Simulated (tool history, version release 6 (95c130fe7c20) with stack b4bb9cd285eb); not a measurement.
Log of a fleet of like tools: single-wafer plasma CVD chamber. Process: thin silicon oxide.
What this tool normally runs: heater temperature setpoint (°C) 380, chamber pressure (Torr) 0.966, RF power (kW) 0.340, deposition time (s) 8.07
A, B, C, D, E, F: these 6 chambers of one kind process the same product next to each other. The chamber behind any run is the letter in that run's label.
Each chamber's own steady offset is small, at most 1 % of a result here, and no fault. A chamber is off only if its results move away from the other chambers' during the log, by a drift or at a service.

run     day  heater temperature setpoint (°C)  chamber pressure (Torr)  RF power (kW)  deposition time (s)  hours since the last thermocouple change  hours since the last RF generator calibration  hours since the last manometer calibration  read-back reference wafer on the same gauge, thickness_nm  mean film thickness on the monitor wafer (angstrom)
 1C   0.446                               380                    0.966          0.340                 8.07                                    1393.1                                         1053.7                                       163.9                                                     22.304                                               184.78
 2E   0.892                               380                    0.966          0.340                 8.07                                    1414.3                                         1382.8                                      1660.1                                                     22.299                                               187.03
 3F   1.438                               380                    0.966          0.340                 8.07                                     550.4                                         1671.1                                        40.1                                                     22.296                                               185.95
 4D   1.971                               380                    0.966          0.340                 8.07                                      66.4                                          266.8                                      1065.8                                                     22.290                                               186.13
 5B   2.354                               380                    0.966          0.340                 8.07                                    1290.2                                          730.9                                       894.3                                                     22.282                                               184.04
      2.688  -- chamber A: capacitance manometer re-zeroed and calibrated
 6A   2.692                               380                    0.966          0.340                 8.07                                     849.9                                          777.1                                         0.1                                                     22.285                                               184.93
 7B   3.000                               380                    0.966          0.340                 8.07                                    1305.7                                          746.4                                       909.8                                                     22.287                                               183.87
 8D   3.458                               380                    0.966          0.340                 8.07                                     102.1                                          302.5                                      1101.5                                                     22.271                                               186.38
 9A   4.025                               380                    0.966          0.340                 8.07                                     881.9                                          809.1                                        32.1                                                     22.273                                               184.70
      4.112  -- chamber E: thermocouple changed; heater temperature recalibrated
10C   4.329                               380                    0.966          0.340                 8.07                                    1486.3                                         1146.9                                       257.1                                                     22.282                                               184.77
11F   4.604                               380                    0.966          0.340                 8.07                                     626.4                                         1747.1                                       116.1                                                     22.274                                               185.82
12E   5.042                               380                    0.966          0.340                 8.07                                      22.3                                         1482.4                                      1759.7                                                     22.261                                               186.89
13B   5.596                               380                    0.966          0.340                 8.07                                    1368.0                                          808.7                                       972.1                                                     22.270                                               183.74
14C   6.067                               380                    0.966          0.340                 8.07                                    1528.0                                         1188.6                                       298.8                                                     22.264                                               184.49
15E   6.625                               380                    0.966          0.340                 8.07                                      60.3                                         1520.4                                      1797.7                                                     22.258                                               186.22
16D   7.175                               380                    0.966          0.340                 8.07                                     191.3                                          391.7                                      1190.7                                                     22.251                                               185.64
17F   7.788                               380                    0.966          0.340                 8.07                                     702.8                                         1823.5                                       192.5                                                     22.248                                               185.59
18A   8.246                               380                    0.966          0.340                 8.07                                     983.2                                          910.4                                       133.4                                                     22.248                                               184.61
19D   8.529                               380                    0.966          0.340                 8.07                                     223.8                                          424.2                                      1223.2                                                     22.250                                               186.31
20F   8.846                               380                    0.966          0.340                 8.07                                     728.2                                         1848.9                                       217.9                                                     22.243                                               185.81
21B   9.129                               380                    0.966          0.340                 8.07                                    1452.8                                          893.5                                      1056.9                                                     22.244                                               183.78
22E   9.733                               380                    0.966          0.340                 8.07                                     134.9                                         1595.0                                      1872.3                                                     22.234                                               186.38
23C  10.333                               392                    0.966          0.365                 8.07                                    1630.4                                         1291.0                                       401.2                                                     22.226                                               188.11
24A  10.708                               392                    0.966          0.365                 8.07                                    1042.3                                          969.5                                       192.5                                                     22.238                                               187.64
     10.988  -- chamber D: capacitance manometer re-zeroed and calibrated
25E  11.233                               392                    0.966          0.365                 8.07                                     170.9                                         1631.0                                      1908.3                                                     22.236                                               189.97
26C  11.800                               392                    0.966          0.365                 8.07                                    1665.6                                         1326.2                                       436.4                                                     22.229                                               187.38
     11.971  -- chamber E: RF generator calibrated
27A  12.175                               392                    0.966          0.365                 8.07                                    1077.5                                         1004.7                                       227.7                                                     22.220                                               187.55
28F  12.629                               392                    0.966          0.365                 8.07                                     819.0                                         1939.7                                       308.7                                                     22.224                                               189.57
29D  13.108                               380                    0.966          0.340                 8.07                                     333.7                                          534.1                                        51.0                                                     22.217                                               186.00
     13.429  -- chamber C: thermocouple changed; heater temperature recalibrated
     13.521  -- chamber B: RF generator calibrated
30B  13.633                               380                    0.966          0.340                 8.07                                    1560.9                                            2.8                                      1165.0                                                     22.218                                               183.69
31A  13.967                               380                    0.966          0.340                 8.07                                    1120.5                                         1047.7                                       270.7                                                     22.207                                               184.10
     14.258  -- chamber F: RF generator calibrated
32B  14.592                               380                    0.966          0.340                 8.07                                    1583.9                                           25.8                                      1188.0                                                     22.213                                               183.24
33E  15.050                               380                    0.966          0.340                 8.07                                     262.5                                           74.0                                      1999.9                                                     22.201                                               185.95
34F  15.629                               380                    0.966          0.340                 8.07                                     891.0                                           33.0                                       380.7                                                     22.202                                               185.44
35D  16.150                               380                    0.966          0.340                 8.07                                     406.7                                          607.1                                       124.0                                                     22.204                                               185.38
     16.654  -- chamber C: RF generator calibrated
36C  16.654                               380                    0.966          0.340                 8.07                                      77.5                                            0.0                                       552.9                                                     22.186                                               183.85
37C  17.117                               380                    0.966          0.340                 8.07                                      88.6                                           11.1                                       564.0                                                     22.193                                               184.08
38A  17.454                               393                    0.966          0.340                 8.07                                    1204.2                                         1131.4                                       354.4                                                     22.190                                               182.07
39F  18.058                               393                    0.966          0.340                 8.07                                     949.3                                           91.3                                       439.0                                                     22.180                                               183.72
40E  18.417                               393                    0.966          0.340                 8.07                                     343.3                                          154.8                                      2080.7                                                     22.183                                               184.23
41B  18.871                               393                    0.966          0.340                 8.07                                    1686.6                                          128.5                                      1290.7                                                     22.186                                               181.40
42D  19.342                               393                    0.966          0.340                 8.07                                     483.3                                          683.7                                       200.6                                                     22.175                                               183.81
43B  19.621                               393                    0.966          0.340                 8.07                                    1704.6                                          146.5                                      1308.7                                                     22.174                                               181.86

All 6 chambers run these settings next. Forecast each chamber's results:
44A  20.071                               380                    0.966          0.340                 8.07                                                                                                                                                                                                                                                    ?
44B  20.071                               380                    0.966          0.340                 8.07                                                                                                                                                                                                                                                    ?
44C  20.071                               380                    0.966          0.340                 8.07                                                                                                                                                                                                                                                    ?
44D  20.071                               380                    0.966          0.340                 8.07                                                                                                                                                                                                                                                    ?
44E  20.071                               380                    0.966          0.340                 8.07                                                                                                                                                                                                                                                    ?
44F  20.071                               380                    0.966          0.340                 8.07                                                                                                                                                                                                                                                    ?

run  mean film thickness on the monitor wafer (angstrom)
44A                                               183.59
44B                                               183.47
44C                                               184.03
44D                                               184.97
44E                                               185.79
44F                                               184.93

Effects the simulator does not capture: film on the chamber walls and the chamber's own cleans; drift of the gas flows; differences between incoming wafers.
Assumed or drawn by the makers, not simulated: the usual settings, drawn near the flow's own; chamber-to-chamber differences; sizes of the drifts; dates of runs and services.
